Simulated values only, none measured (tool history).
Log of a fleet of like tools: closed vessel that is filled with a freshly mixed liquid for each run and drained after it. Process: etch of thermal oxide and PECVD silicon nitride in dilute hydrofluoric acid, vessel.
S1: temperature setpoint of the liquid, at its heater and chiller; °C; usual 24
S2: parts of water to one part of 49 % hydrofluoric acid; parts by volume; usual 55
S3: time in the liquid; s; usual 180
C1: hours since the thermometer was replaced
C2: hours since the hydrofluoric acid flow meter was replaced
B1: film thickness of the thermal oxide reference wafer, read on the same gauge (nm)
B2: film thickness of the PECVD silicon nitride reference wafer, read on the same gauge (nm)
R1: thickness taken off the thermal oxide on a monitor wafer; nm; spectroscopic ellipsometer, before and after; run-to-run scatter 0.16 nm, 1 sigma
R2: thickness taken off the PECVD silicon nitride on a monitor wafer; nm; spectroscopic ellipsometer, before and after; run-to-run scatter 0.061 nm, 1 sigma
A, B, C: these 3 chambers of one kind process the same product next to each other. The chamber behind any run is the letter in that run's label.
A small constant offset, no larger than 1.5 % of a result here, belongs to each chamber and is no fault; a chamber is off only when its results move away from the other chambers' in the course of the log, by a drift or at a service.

run,hour,S1,S2,S3,C1,C2,B1,B2,R1,R2
1B,5.6,24,55,180,1854.1,709.5,60.016,99.996,15.805,9.2913
2C,16.2,24,55,180,1112.4,356.3,59.976,99.978,16.102,9.5919
3A,23.4,24,55,180,894.4,72,60,100,15.987,9.285
4A,31.1,24,55,180,902.1,79.7,59.997,100.02,16.078,9.2995
5B,41,24,55,180,1889.5,744.9,60,100.01,15.784,9.3967
6C,48.2,24,55,180,1144.4,388.3,60.008,99.98,16.277,9.4746
7A,52.9,24,55,180,923.9,101.5,59.999,99.986,16.003,9.3276
8C,63.4,24,30,255,1159.6,403.5,60.011,99.996,42.956,24.176
9B,73.2,24,30,255,1921.7,777.1,60.046,100.01,42.69,24.324
10A,78.8,24,30,255,949.8,127.4,60.002,100,43.251,23.878
11B,87.8,24,55,180,1936.3,791.7,60.01,99.997,15.89,9.3665
12C,96.3,24,55,180,1192.5,436.4,60.007,99.999,15.596,9.4338
13B,104.3,24,55,180,1952.8,808.2,59.999,99.984,15.946,9.5002
14C,111.9,24,55,180,1208.1,452,59.981,99.992,15.709,9.2634
15A,118.3,24,55,180,989.3,166.9,59.997,100.01,15.781,9.2614
16C,128.5,24,55,180,1224.7,468.6,59.998,100,15.316,9.0511
17B,136,24,55,180,1984.5,839.9,59.976,99.978,15.994,9.338
18A,146,24,55,180,1017,194.6,59.996,100.03,16.363,9.2962
19A,151.1,24,55,180,1022.1,199.7,60.001,100,16.253,9.2248
20C,161.6,24,55,180,1257.8,501.7,60.001,99.998,15.053,8.9741
21B,171.5,24,55,180,2020,875.4,60.019,100.01,15.985,9.3303
22A,177.4,24,55,180,1048.4,226,59.976,100.01,16.085,9.2883
23C,184.1,24,55,180,1280.3,524.2,60.006,100,14.608,8.7913
24B,192.9,24,55,180,2041.4,896.8,59.963,100.01,15.626,9.3704
25B,203.4,26.5,75,180,2051.9,907.3,60.007,99.997,12.559,8.0914

Has any chamber moved away from the others, gradually or after a service, or does the common gauge drift, or do the chambers differ only by their own small steady offsets? State the chamber and the most likely cause if one applies.

Chamber C drifts away from the others.
What lies behind it: hydrofluoric acid flow below the setpoint (%) = 10.7.

Here are 4 candidates for chamber C's next run, each the usual settings with a change, their results left as question marks. Which one brings its results back in line with what the others give on the usual settings?
A result is in line if it is within this distance of the other chambers' mean on the usual settings: R1 0.56 nm; R2 0.21 nm
26C-1,211.1,23.5,50,185,,,,,?,?
26C-2,211.1,24.5,60,175,,,,,?,?
26C-3,211.1,24,55,185,,,,,?,?
26C-4,211.1,24,55,175,,,,,?,?

Mean of the other chambers on the usual settings: R1 15.98 nm; R2 9.3384 nm
run,R1,R2
26C-1,16.155,9.3783
26C-2,13.098,7.9479
26C-3,14.894,8.8402
26C-4,14.089,8.3623
26C-1 puts the chamber back in line with the other chambers.
